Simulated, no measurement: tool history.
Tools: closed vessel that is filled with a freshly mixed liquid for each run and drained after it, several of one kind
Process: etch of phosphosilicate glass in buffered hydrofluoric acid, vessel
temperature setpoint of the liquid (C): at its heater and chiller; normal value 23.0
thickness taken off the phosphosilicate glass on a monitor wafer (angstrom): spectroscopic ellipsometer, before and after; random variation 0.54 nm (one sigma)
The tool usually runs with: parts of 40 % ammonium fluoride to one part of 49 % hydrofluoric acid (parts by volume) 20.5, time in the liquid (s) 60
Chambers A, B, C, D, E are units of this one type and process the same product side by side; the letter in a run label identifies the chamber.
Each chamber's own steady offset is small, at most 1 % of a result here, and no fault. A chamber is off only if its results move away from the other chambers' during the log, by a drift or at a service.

run	hour	temperature setpoint of the liquid (C)	parts of 40 % ammonium fluoride to one part of 49 % hydrofluoric acid (parts by volume)	time in the liquid (s)	hours since the thermometer was replaced	hours since the hydrofluoric acid flow meter was replaced	read-back film thickness of the phosphosilicate glass reference wafer, read on the same gauge (nm)	thickness taken off the phosphosilicate glass on a monitor wafer (angstrom)
1D	2.8	23.0	20.5	60	2126.4	313.2	120.01	1186.40
# hour 3.4: chamber A: hydrofluoric acid flow meter replaced
# hour 3.6: chamber E: thermometer replaced
2E	6.5	23.0	20.5	60	2.9	1020.4	119.98	1172.50
3A	11.7	23.0	20.5	60	646.7	8.4	119.99	1180.70
4B	15.5	23.0	20.5	60	446.0	1554.8	119.99	1189.60
5C	19.7	18.5	20.5	35	39.3	185.2	119.99	538.57
6A	25.5	18.5	20.5	35	660.5	22.2	120.01	538.24
7E	28.8	18.5	20.5	35	25.2	1042.7	120.00	533.22
8D	34.2	18.5	20.5	35	2157.8	344.6	120.00	537.93
9B	39.4	18.5	20.5	35	469.9	1578.7	120.01	537.56
10C	42.9	23.0	20.5	60	62.5	208.4	120.00	1185.20
11E	48.4	23.0	20.5	60	44.8	1062.3	119.99	1165.40
12A	52.6	23.0	20.5	60	687.6	49.3	119.99	1172.40
13C	58.2	23.0	25.5	30	77.8	223.7	119.99	509.34
14B	62.3	23.0	25.5	30	492.8	1601.6	119.99	509.49
15D	66.7	23.0	25.5	30	2190.3	377.1	120.00	508.60
16A	69.4	23.0	25.5	30	704.4	66.1	120.01	508.06
17D	72.6	23.0	25.5	30	2196.2	383.0	120.00	505.30
18C	77.2	24.5	27.0	60	96.8	242.7	119.99	1058.20
19E	79.7	24.5	27.0	60	76.1	1093.6	119.99	1060.30
20B	85.2	24.5	27.0	60	515.7	1624.5	120.01	1059.60
21C	89.9	24.5	27.0	60	109.5	255.4	120.02	1077.00
22A	94.1	24.5	27.0	60	729.1	90.8	120.00	1068.90
23B	96.9	23.0	20.5	60	527.4	1636.2	120.01	1175.90
24E	101.9	23.0	20.5	60	98.3	1115.8	120.00	1173.70
25D	107.1	23.0	20.5	60	2230.7	417.5	119.99	1166.90
26C	111.6	23.0	20.5	60	131.2	277.1	119.99	1186.00
27D	114.9	23.0	20.5	60	2238.5	425.3	120.00	1175.30
28B	119.1	23.0	20.5	60	549.6	1658.4	119.99	1180.20
29E	124.0	23.0	20.5	60	120.4	1137.9	119.98	1164.60
30A	128.6	23.0	20.5	60	763.6	125.3	120.03	1183.60
31E	131.6	25.0	20.5	75	128.0	1145.5	120.02	1637.60
32D	134.1	25.0	20.5	75	2257.7	444.5	119.99	1635.60
33B	136.7	25.0	20.5	75	567.2	1676.0	120.00	1648.40
34A	139.2	25.0	20.5	75	774.2	135.9	120.00	1652.60
35C	144.9	25.0	20.5	75	164.5	310.4	120.00	1661.70
# hour 148.4: chamber B: thermometer replaced
36E	148.6	23.0	20.5	60	145.0	1162.5	120.01	1175.90
37C	151.1	23.0	20.5	60	170.7	316.6	120.00	1187.70
38A	154.5	23.0	20.5	60	789.5	151.2	120.00	1182.60
39B	159.8	23.0	20.5	60	11.4	1699.1	120.01	1172.50
40D	164.9	23.0	20.5	60	2288.5	475.3	120.00	1179.30
41B	167.4	23.0	20.5	60	19.0	1706.7	119.99	1170.80
42E	172.9	23.0	20.5	60	169.3	1186.8	120.00	1177.80
43A	176.2	23.0	20.5	60	811.2	172.9	119.99	1180.10
44C	180.8	23.0	20.5	60	200.4	346.3	119.99	1193.70

Which is it: a chamber that has drifted or been left off by a service, a gauge drift common to all chambers, or only each chamber's usual small offset? If a chamber is off, name it and its likeliest cause.

Beyond each chamber's small constant offset nothing stands out, and the gauge stays steady.

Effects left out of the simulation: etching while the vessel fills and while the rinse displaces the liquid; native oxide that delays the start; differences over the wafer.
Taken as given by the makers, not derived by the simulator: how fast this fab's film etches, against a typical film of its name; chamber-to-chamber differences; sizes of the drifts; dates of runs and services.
